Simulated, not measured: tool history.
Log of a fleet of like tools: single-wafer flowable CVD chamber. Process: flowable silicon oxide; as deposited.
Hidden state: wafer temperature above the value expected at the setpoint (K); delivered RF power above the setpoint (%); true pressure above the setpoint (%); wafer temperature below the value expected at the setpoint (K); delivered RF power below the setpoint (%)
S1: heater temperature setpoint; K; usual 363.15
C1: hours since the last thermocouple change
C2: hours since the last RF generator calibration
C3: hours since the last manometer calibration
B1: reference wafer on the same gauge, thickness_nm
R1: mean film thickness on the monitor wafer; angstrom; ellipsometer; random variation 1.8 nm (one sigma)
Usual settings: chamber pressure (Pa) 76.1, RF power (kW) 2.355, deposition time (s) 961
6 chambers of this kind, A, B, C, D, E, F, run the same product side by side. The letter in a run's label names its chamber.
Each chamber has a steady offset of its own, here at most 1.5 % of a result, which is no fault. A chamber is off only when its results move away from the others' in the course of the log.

At hour 4.7: chamber B: capacitance manometer re-zeroed and calibrated.
Run 1D, hour 12.2: usual settings; C1 127.7; C2 1577.5; C3 1074.3; B1 625.26. Result: R1 5326.1 angstrom.
Run 2A, hour 23.0: usual settings; C1 709.3; C2 261.9; C3 722.3; B1 625.00. Result: R1 5298.8 angstrom.
Run 3F, hour 37.2: usual settings; C1 91.1; C2 417.1; C3 969.4; B1 625.39. Result: R1 5205.6 angstrom.
Run 4E, hour 44.9: usual settings; C1 2260.4; C2 2077.4; C3 563.0; B1 624.91. Result: R1 5270.6 angstrom.
At hour 48.9: chamber E: RF generator calibrated.
Run 5B, hour 58.8: usual settings; C1 2480.7; C2 2126.1; C3 54.2; B1 625.09. Result: R1 5318.1 angstrom.
Run 6C, hour 74.7: usual settings; C1 939.6; C2 369.5; C3 315.5; B1 625.04. Result: R1 5342.3 angstrom.
Run 7F, hour 88.6: usual settings but chamber pressure (Pa) 88.5, deposition time (s) 895; C1 142.5; C2 468.5; C3 1020.8; B1 625.12. Result: R1 6008.0 angstrom.
At hour 100.8: chamber D: RF generator calibrated.
Run 8C, hour 104.6: usual settings but chamber pressure (Pa) 88.5, deposition time (s) 895; C1 969.5; C2 399.4; C3 345.4; B1 624.57. Result: R1 6118.0 angstrom.
Run 9D, hour 118.7: usual settings but chamber pressure (Pa) 88.5, deposition time (s) 895; C1 234.2; C2 17.9; C3 1180.8; B1 624.68. Result: R1 6075.6 angstrom.
Run 10B, hour 126.4: usual settings but chamber pressure (Pa) 88.5, deposition time (s) 895; C1 2548.3; C2 2193.7; C3 121.8; B1 624.59. Result: R1 6136.0 angstrom.
Run 11A, hour 135.0: usual settings but chamber pressure (Pa) 88.5, deposition time (s) 895; C1 821.3; C2 373.9; C3 834.3; B1 624.62. Result: R1 6121.9 angstrom.
Run 12E, hour 147.4: usual settings but chamber pressure (Pa) 88.5, deposition time (s) 895; C1 2362.9; C2 98.5; C3 665.5; B1 625.49. Result: R1 6064.9 angstrom.
Run 13A, hour 159.1: usual settings; C1 845.4; C2 398.0; C3 858.4; B1 625.34. Result: R1 5315.5 angstrom.
Run 14B, hour 173.9: usual settings; C1 2595.8; C2 2241.2; C3 169.3; B1 625.00. Result: R1 5311.2 angstrom.
Run 15C, hour 184.6: usual settings; C1 1049.5; C2 479.4; C3 425.4; B1 625.03. Result: R1 5345.6 angstrom.
Run 16E, hour 198.6: usual settings; C1 2414.1; C2 149.7; C3 716.7; B1 624.60. Result: R1 5240.8 angstrom.
Run 17D, hour 211.2: usual settings; C1 326.7; C2 110.4; C3 1273.3; B1 624.92. Result: R1 5343.7 angstrom.
Run 18F, hour 226.1: usual settings but chamber pressure (Pa) 62.3; C1 280.0; C2 606.0; C3 1158.3; B1 624.88. Result: R1 3922.9 angstrom.
Run 19F, hour 239.8: usual settings but chamber pressure (Pa) 62.3; C1 293.7; C2 619.7; C3 1172.0; B1 625.19. Result: R1 3906.2 angstrom.
At hour 243.2: chamber D: capacitance manometer re-zeroed and calibrated.
Run 20D, hour 248.4: usual settings but chamber pressure (Pa) 62.3; C1 363.9; C2 147.6; C3 5.2; B1 625.00. Result: R1 4023.6 angstrom.
Run 21C, hour 262.7: usual settings but chamber pressure (Pa) 62.3; C1 1127.6; C2 557.5; C3 503.5; B1 624.69. Result: R1 4016.6 angstrom.
At hour 263.3: chamber B: RF generator calibrated.
Run 22A, hour 273.1: usual settings but chamber pressure (Pa) 62.3; C1 959.4; C2 512.0; C3 972.4; B1 624.67. Result: R1 3977.0 angstrom.
Run 23B, hour 280.1: usual settings but chamber pressure (Pa) 62.3; C1 2702.0; C2 16.9; C3 275.5; B1 624.76. Result: R1 3979.9 angstrom.
Run 24E, hour 288.6: usual settings but chamber pressure (Pa) 57.6, deposition time (s) 839; C1 2504.1; C2 239.7; C3 806.7; B1 624.43. Result: R1 3080.7 angstrom.
At hour 292.7: chamber B: thermocouple changed; heater temperature recalibrated.
Run 25C, hour 298.7: usual settings but chamber pressure (Pa) 57.6, deposition time (s) 839; C1 1163.6; C2 593.5; C3 539.5; B1 625.17. Result: R1 3130.6 angstrom.
Run 26E, hour 308.7: usual settings but chamber pressure (Pa) 57.6, deposition time (s) 839; C1 2524.2; C2 259.8; C3 826.8; B1 624.62. Result: R1 3047.7 angstrom.
Run 27F, hour 322.6: usual settings but chamber pressure (Pa) 57.6, deposition time (s) 839; C1 376.5; C2 702.5; C3 1254.8; B1 625.15. Result: R1 3051.5 angstrom.
Run 28D, hour 336.3: usual settings but chamber pressure (Pa) 57.6, deposition time (s) 839; C1 451.8; C2 235.5; C3 93.1; B1 624.82. Result: R1 3123.2 angstrom.
Run 29A, hour 346.1: usual settings but chamber pressure (Pa) 57.6, deposition time (s) 839; C1 1032.4; C2 585.0; C3 1045.4; B1 625.50. Result: R1 3079.7 angstrom.
Run 30B, hour 359.1: usual settings; C1 66.5; C2 95.9; C3 354.5; B1 625.17. Result: R1 5564.1 angstrom.
Run 31D, hour 371.7: usual settings but deposition time (s) 891; C1 487.2; C2 270.9; C3 128.5; B1 625.06. Result: R1 4944.2 angstrom.
Run 32A, hour 381.2: usual settings but deposition time (s) 891; C1 1067.5; C2 620.1; C3 1080.5; B1 625.16. Result: R1 4926.1 angstrom.
Run 33C, hour 390.9: usual settings but deposition time (s) 891; C1 1255.8; C2 685.7; C3 631.7; B1 624.83. Result: R1 4966.5 angstrom.
At hour 395.4: chamber E: capacitance manometer re-zeroed and calibrated.
Run 34E, hour 404.7: usual settings but deposition time (s) 891; C1 2620.2; C2 355.8; C3 9.4; B1 625.42. Result: R1 4931.5 angstrom.
Run 35F, hour 413.0: usual settings but deposition time (s) 891; C1 466.9; C2 792.9; C3 1345.2; B1 624.56. Result: R1 4819.6 angstrom.
Run 36B, hour 427.9: usual settings but deposition time (s) 891; C1 135.3; C2 164.7; C3 423.3; B1 624.80. Result: R1 5134.2 angstrom.
Run 37B, hour 438.7: usual settings; C1 146.1; C2 175.5; C3 434.1; B1 625.32. Result: R1 5526.2 angstrom.
Run 38C, hour 450.1: usual settings; C1 1315.0; C2 744.9; C3 690.9; B1 625.27. Result: R1 5336.7 angstrom.
Run 39D, hour 462.7: usual settings; C1 578.2; C2 361.9; C3 219.5; B1 624.78. Result: R1 5324.7 angstrom.
Run 40A, hour 471.8: usual settings; C1 1158.1; C2 710.7; C3 1171.1; B1 624.63. Result: R1 5289.4 angstrom.
Run 41E, hour 484.6: usual settings; C1 2700.1; C2 435.7; C3 89.3; B1 625.55. Result: R1 5299.8 angstrom.
Run 42F, hour 499.2: usual settings; C1 553.1; C2 879.1; C3 1431.4; B1 624.76. Result: R1 5226.0 angstrom.
Run 43B, hour 512.6: usual settings; C1 220.0; C2 249.4; C3 508.0; B1 624.45. Result: R1 5549.4 angstrom.

What goes on in this fleet: one chamber off, a drifting gauge, or nothing beyond the chambers' own small offsets? Name the chamber and the cause, if any.

A service left chamber B off against the others.
Cause: wafer temperature below the value expected at the setpoint (K) = 1.5.

Here are 4 candidates for chamber B's next run, each the usual settings with a change, their results left as question marks. Which one brings its results back in line with what the others give on the usual settings?
In line means no further than this from the other chambers' mean on the usual settings: R1 64.0 angstrom
Run 44B-1, hour 524.1: usual settings but S1 361.15 K, chamber pressure (Pa) 78.0, RF power (kW) 2.360, deposition time (s) 971. Result: R1 ?.
Run 44B-2, hour 524.1: usual settings but deposition time (s) 915. Result: R1 ?.
Run 44B-3, hour 524.1: usual settings but S1 362.15 K, chamber pressure (Pa) 76.9, deposition time (s) 966. Result: R1 ?.
Run 44B-4, hour 524.1: usual settings but chamber pressure (Pa) 70.7, RF power (kW) 2.345. Result: R1 ?.

The other chambers' mean on the usual settings: R1 5294.0 angstrom
  run      R1
44B-1  6165.8
44B-2  5288.0
44B-3  5836.7
44B-4  4989.9
44B-2 brings the chamber back in line.
